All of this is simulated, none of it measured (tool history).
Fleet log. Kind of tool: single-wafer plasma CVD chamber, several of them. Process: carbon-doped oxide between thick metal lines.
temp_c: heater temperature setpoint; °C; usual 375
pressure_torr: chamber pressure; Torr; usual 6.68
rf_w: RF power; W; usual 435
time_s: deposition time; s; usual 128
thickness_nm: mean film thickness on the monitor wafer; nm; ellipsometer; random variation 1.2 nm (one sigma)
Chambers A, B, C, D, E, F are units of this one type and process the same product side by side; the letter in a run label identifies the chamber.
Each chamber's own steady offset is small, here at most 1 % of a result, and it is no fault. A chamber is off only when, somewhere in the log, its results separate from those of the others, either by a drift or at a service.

run,hour,temp_c,pressure_torr,rf_w,time_s,hours since the last thermocouple change,hours since the last RF generator calibration,hours since the last manometer calibration,"read-back reference wafer on the same gauge, thickness_nm",thickness_nm
1A,2.2,375,6.68,435,128,243.4,494.6,374.3,487.79,575.65
2D,4.6,375,6.68,435,128,1521.5,1175.8,749.6,488.21,576.21
# hour 7.7: chamber D: thermocouple changed; heater temperature recalibrated
3B,8.1,375,6.68,435,128,1230.6,661.9,705.2,487.85,572.26
4E,11.6,375,6.68,435,128,1228.3,963.4,82.9,488.11,580.63
5F,15.3,388,6.68,435,144,2895.8,548.9,1578.2,487.83,635.02
6C,19.5,388,6.68,435,144,156.7,260.8,1114.0,488.09,628.44
7E,22.5,388,6.68,435,144,1239.2,974.3,93.8,487.96,640.20
8B,25.5,388,6.68,435,144,1248.0,679.3,722.6,488.06,631.49
9A,29.1,388,6.68,435,144,270.3,521.5,401.2,488.05,630.07
10F,31.9,388,6.68,435,144,2912.4,565.5,1594.8,488.00,636.52
11D,35.3,375,6.68,435,128,27.6,1206.5,780.3,488.16,575.65
12C,38.8,375,6.68,510,128,176.0,280.1,1133.3,487.62,637.18
13F,41.8,375,6.68,510,128,2922.3,575.4,1604.7,487.67,640.54
# hour 42.3: chamber B: thermocouple changed; heater temperature recalibrated
14B,43.9,375,6.68,510,128,1.6,697.7,741.0,487.99,635.96
15D,48.0,375,6.68,510,128,40.3,1219.2,793.0,488.28,640.82
16E,50.8,375,6.68,510,128,1267.5,1002.6,122.1,488.11,646.19
17A,53.3,375,6.68,510,128,294.5,545.7,425.4,488.08,638.63
18C,55.4,375,6.68,435,128,192.6,296.7,1149.9,487.99,573.40
19F,59.7,363,6.68,435,128,2940.2,593.3,1622.6,488.11,591.92
20B,62.7,363,6.68,435,128,20.4,716.5,759.8,487.86,589.96
21E,65.9,363,6.68,435,128,1282.6,1017.7,137.2,488.04,594.59
22A,68.2,363,6.68,435,128,309.4,560.6,440.3,488.05,591.47
23C,70.8,363,6.68,435,128,208.0,312.1,1165.3,488.13,587.51
24D,74.3,363,6.68,435,128,66.6,1245.5,819.3,488.01,590.46
25C,78.8,375,6.68,435,128,216.0,320.1,1173.3,488.17,576.24
26E,82.7,375,6.68,435,128,1299.4,1034.5,154.0,488.21,583.40
27A,84.9,375,6.68,435,128,326.1,577.3,457.0,488.14,573.97
28D,86.8,375,6.68,435,128,79.1,1258.0,831.8,487.93,576.68
29F,89.5,375,6.68,435,103,2970.0,623.1,1652.4,488.05,464.76
30B,92.1,375,6.68,435,103,49.8,745.9,789.2,487.67,461.03
31F,95.7,375,6.68,435,103,2976.2,629.3,1658.6,487.93,465.84
32D,97.8,375,6.68,435,103,90.1,1269.0,842.8,488.08,464.20
# hour 101.0: chamber D: RF generator calibrated
33C,101.8,375,6.68,435,103,239.0,343.1,1196.3,488.11,463.63
34A,106.0,375,6.68,435,103,347.2,598.4,478.1,487.95,463.55
35B,108.6,375,6.68,435,128,66.3,762.4,805.7,487.89,571.45
36E,112.1,375,6.68,435,128,1328.8,1063.9,183.4,488.21,581.04
37D,114.9,375,6.68,435,128,107.2,14.0,859.9,487.80,574.81
38C,117.5,375,6.68,435,128,254.7,358.8,1212.0,487.85,571.37
39A,120.1,375,6.68,435,128,361.3,612.5,492.2,487.84,574.30
40F,123.9,375,6.68,435,128,3004.4,657.5,1686.8,488.24,578.53
41B,127.9,375,6.68,435,128,85.6,781.7,825.0,488.08,573.34

Is one chamber out of step, is the gauge drifting, or do the chambers differ by no more than their own small offsets? For an off chamber, give its letter and the likeliest cause.

No chamber stands off beyond its own small offset, and the gauge holds steady.
